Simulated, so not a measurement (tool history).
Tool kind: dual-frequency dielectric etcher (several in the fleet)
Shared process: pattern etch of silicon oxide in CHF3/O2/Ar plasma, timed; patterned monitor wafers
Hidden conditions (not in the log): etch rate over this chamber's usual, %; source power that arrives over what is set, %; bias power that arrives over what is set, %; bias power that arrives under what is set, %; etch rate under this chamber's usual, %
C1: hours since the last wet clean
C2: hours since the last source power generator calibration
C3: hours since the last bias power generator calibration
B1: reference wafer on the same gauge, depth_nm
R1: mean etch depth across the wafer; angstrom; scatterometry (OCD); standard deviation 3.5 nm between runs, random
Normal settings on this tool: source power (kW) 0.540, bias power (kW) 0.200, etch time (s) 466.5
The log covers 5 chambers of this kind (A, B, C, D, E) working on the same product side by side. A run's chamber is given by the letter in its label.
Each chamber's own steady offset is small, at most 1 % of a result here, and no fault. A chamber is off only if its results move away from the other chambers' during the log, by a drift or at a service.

{"run": "1E", "hour": 11.2, "source power (kW)": 0.54, "bias power (kW)": 0.2, "etch time (s)": 466.5, "C1": 451.5, "C2": 2045.8, "C3": 1210.0, "B1": 778.57, "R1": 9223.7}
{"run": "2C", "hour": 23.8, "source power (kW)": 0.54, "bias power (kW)": 0.2, "etch time (s)": 466.5, "C1": 328.5, "C2": 1389.1, "C3": 4173.5, "B1": 777.8, "R1": 9061.5}
{"run": "3D", "hour": 36.7, "source power (kW)": 0.54, "bias power (kW)": 0.2, "etch time (s)": 466.5, "C1": 364.3, "C2": 1958.3, "C3": 2651.6, "B1": 777.61, "R1": 9179.2}
{"run": "4A", "hour": 43.0, "source power (kW)": 0.54, "bias power (kW)": 0.2, "etch time (s)": 466.5, "C1": 180.9, "C2": 3112.5, "C3": 3343.0, "B1": 778.46, "R1": 9154.9}
{"run": "5B", "hour": 56.9, "source power (kW)": 0.54, "bias power (kW)": 0.2, "etch time (s)": 466.5, "C1": 300.5, "C2": 2318.4, "C3": 1276.0, "B1": 776.95, "R1": 9153.2}
{"run": "6A", "hour": 65.5, "source power (kW)": 0.54, "bias power (kW)": 0.2, "etch time (s)": 466.5, "C1": 203.4, "C2": 3135.0, "C3": 3365.5, "B1": 778.19, "R1": 9173.3}
{"run": "7D", "hour": 72.0, "source power (kW)": 0.54, "bias power (kW)": 0.2, "etch time (s)": 466.5, "C1": 399.6, "C2": 1993.6, "C3": 2686.9, "B1": 777.91, "R1": 9168.9}
{"hour": 75.5, "done": "chamber D: bias power generator calibrated"}
{"run": "8C", "hour": 82.8, "source power (kW)": 0.54, "bias power (kW)": 0.2, "etch time (s)": 466.5, "C1": 387.5, "C2": 1448.1, "C3": 4232.5, "B1": 778.18, "R1": 9098.7}
{"run": "9B", "hour": 89.0, "source power (kW)": 0.54, "bias power (kW)": 0.2, "etch time (s)": 466.5, "C1": 332.6, "C2": 2350.5, "C3": 1308.1, "B1": 778.31, "R1": 9169.6}
{"run": "10E", "hour": 95.8, "source power (kW)": 0.54, "bias power (kW)": 0.176, "etch time (s)": 466.5, "C1": 536.1, "C2": 2130.4, "C3": 1294.6, "B1": 778.19, "R1": 8817.5}
{"run": "11A", "hour": 105.8, "source power (kW)": 0.54, "bias power (kW)": 0.176, "etch time (s)": 466.5, "C1": 243.7, "C2": 3175.3, "C3": 3405.8, "B1": 776.81, "R1": 8777.3}
{"run": "12C", "hour": 119.0, "source power (kW)": 0.54, "bias power (kW)": 0.176, "etch time (s)": 466.5, "C1": 423.7, "C2": 1484.3, "C3": 4268.7, "B1": 778.04, "R1": 8706.4}
{"hour": 124.1, "done": "chamber C: wet clean of the chamber"}
{"run": "13E", "hour": 129.6, "source power (kW)": 0.54, "bias power (kW)": 0.176, "etch time (s)": 466.5, "C1": 569.9, "C2": 2164.2, "C3": 1328.4, "B1": 777.28, "R1": 8860.9}
{"run": "14B", "hour": 142.6, "source power (kW)": 0.54, "bias power (kW)": 0.176, "etch time (s)": 466.5, "C1": 386.2, "C2": 2404.1, "C3": 1361.7, "B1": 778.08, "R1": 8780.5}
{"hour": 151.9, "done": "chamber D: wet clean of the chamber"}
{"run": "15D", "hour": 152.1, "source power (kW)": 0.54, "bias power (kW)": 0.2, "etch time (s)": 466.5, "C1": 0.2, "C2": 2073.7, "C3": 76.7, "B1": 777.94, "R1": 9155.3}
{"run": "16D", "hour": 164.4, "source power (kW)": 0.54, "bias power (kW)": 0.2, "etch time (s)": 466.5, "C1": 12.5, "C2": 2086.0, "C3": 89.0, "B1": 777.92, "R1": 9171.6}
{"run": "17C", "hour": 174.8, "source power (kW)": 0.54, "bias power (kW)": 0.2, "etch time (s)": 466.5, "C1": 50.8, "C2": 1540.1, "C3": 4324.5, "B1": 777.83, "R1": 9094.8}
{"run": "18A", "hour": 183.6, "source power (kW)": 0.54, "bias power (kW)": 0.2, "etch time (s)": 466.5, "C1": 321.5, "C2": 3253.1, "C3": 3483.6, "B1": 778.07, "R1": 9255.1}
{"run": "19E", "hour": 190.5, "source power (kW)": 0.54, "bias power (kW)": 0.2, "etch time (s)": 466.5, "C1": 630.8, "C2": 2225.1, "C3": 1389.3, "B1": 778.84, "R1": 9362.8}
{"run": "20B", "hour": 203.7, "source power (kW)": 0.54, "bias power (kW)": 0.2, "etch time (s)": 466.5, "C1": 447.3, "C2": 2465.2, "C3": 1422.8, "B1": 777.88, "R1": 9132.9}
{"run": "21D", "hour": 215.7, "source power (kW)": 0.54, "bias power (kW)": 0.2, "etch time (s)": 466.5, "C1": 63.8, "C2": 2137.3, "C3": 140.3, "B1": 777.37, "R1": 9124.0}
{"run": "22C", "hour": 224.4, "source power (kW)": 0.67, "bias power (kW)": 0.233, "etch time (s)": 466.5, "C1": 100.4, "C2": 1589.7, "C3": 4374.1, "B1": 778.11, "R1": 10430.0}
{"run": "23E", "hour": 235.9, "source power (kW)": 0.67, "bias power (kW)": 0.233, "etch time (s)": 466.5, "C1": 676.2, "C2": 2270.5, "C3": 1434.7, "B1": 776.76, "R1": 10686.0}
{"run": "24B", "hour": 245.5, "source power (kW)": 0.67, "bias power (kW)": 0.233, "etch time (s)": 466.5, "C1": 489.1, "C2": 2507.0, "C3": 1464.6, "B1": 778.84, "R1": 10446.0}
{"run": "25A", "hour": 258.1, "source power (kW)": 0.67, "bias power (kW)": 0.233, "etch time (s)": 466.5, "C1": 396.0, "C2": 3327.6, "C3": 3558.1, "B1": 778.14, "R1": 10526.0}
{"hour": 268.8, "done": "chamber B: wet clean of the chamber"}
{"run": "26A", "hour": 272.5, "source power (kW)": 0.67, "bias power (kW)": 0.233, "etch time (s)": 466.5, "C1": 410.4, "C2": 3342.0, "C3": 3572.5, "B1": 777.65, "R1": 10491.0}
{"run": "27D", "hour": 284.7, "source power (kW)": 0.54, "bias power (kW)": 0.2, "etch time (s)": 466.5, "C1": 132.8, "C2": 2206.3, "C3": 209.3, "B1": 777.78, "R1": 9185.7}
{"run": "28C", "hour": 298.2, "source power (kW)": 0.54, "bias power (kW)": 0.2, "etch time (s)": 466.5, "C1": 174.2, "C2": 1663.5, "C3": 4447.9, "B1": 777.95, "R1": 9105.9}
{"run": "29B", "hour": 309.0, "source power (kW)": 0.54, "bias power (kW)": 0.2, "etch time (s)": 466.5, "C1": 40.3, "C2": 2570.5, "C3": 1528.1, "B1": 778.23, "R1": 9155.5}
{"run": "30E", "hour": 317.8, "source power (kW)": 0.54, "bias power (kW)": 0.2, "etch time (s)": 466.5, "C1": 758.1, "C2": 2352.4, "C3": 1516.6, "B1": 778.26, "R1": 9452.1}
{"run": "31C", "hour": 327.9, "source power (kW)": 0.54, "bias power (kW)": 0.2, "etch time (s)": 466.5, "C1": 203.9, "C2": 1693.2, "C3": 4477.6, "B1": 777.95, "R1": 9122.9}
{"run": "32E", "hour": 335.0, "source power (kW)": 0.54, "bias power (kW)": 0.2, "etch time (s)": 466.5, "C1": 775.3, "C2": 2369.6, "C3": 1533.8, "B1": 777.49, "R1": 9498.2}

One chamber off, gauge drift, or nothing amiss beyond the chambers' own small offsets? If it is a chamber, which one, and what is the likeliest cause?

One chamber, E, drifts off from the rest bit by bit.
Cause: etch rate over this chamber's usual, % = 2.98.

Below are 4 candidate recipes for chamber E's next run, each the usual settings with a change, their results shown as question marks. Which of them brings E's results back in line with what the other chambers give on the usual settings?
To be in line, a result may differ from the other chambers' mean on the usual settings by at most: R1 120.0 angstrom
{"run": "33E-1", "hour": 345.3, "source power (kW)": 0.53, "bias power (kW)": 0.2, "etch time (s)": 439.0, "R1": "?"}
{"run": "33E-2", "hour": 345.3, "source power (kW)": 0.55, "bias power (kW)": 0.203, "etch time (s)": 492.0, "R1": "?"}
{"run": "33E-3", "hour": 345.3, "source power (kW)": 0.54, "bias power (kW)": 0.201, "etch time (s)": 480.0, "R1": "?"}
{"run": "33E-4", "hour": 345.3, "source power (kW)": 0.54, "bias power (kW)": 0.198, "etch time (s)": 452.0, "R1": "?"}

The other chambers' mean on the usual settings: R1 9153.2 angstrom
run=33E-1 R1=8841.8
run=33E-2 R1=10102.0
run=33E-3 R1=9753.5
run=33E-4 R1=9136.5
The right change is 33E-4: it brings the chamber back within the allowed miss of the others.
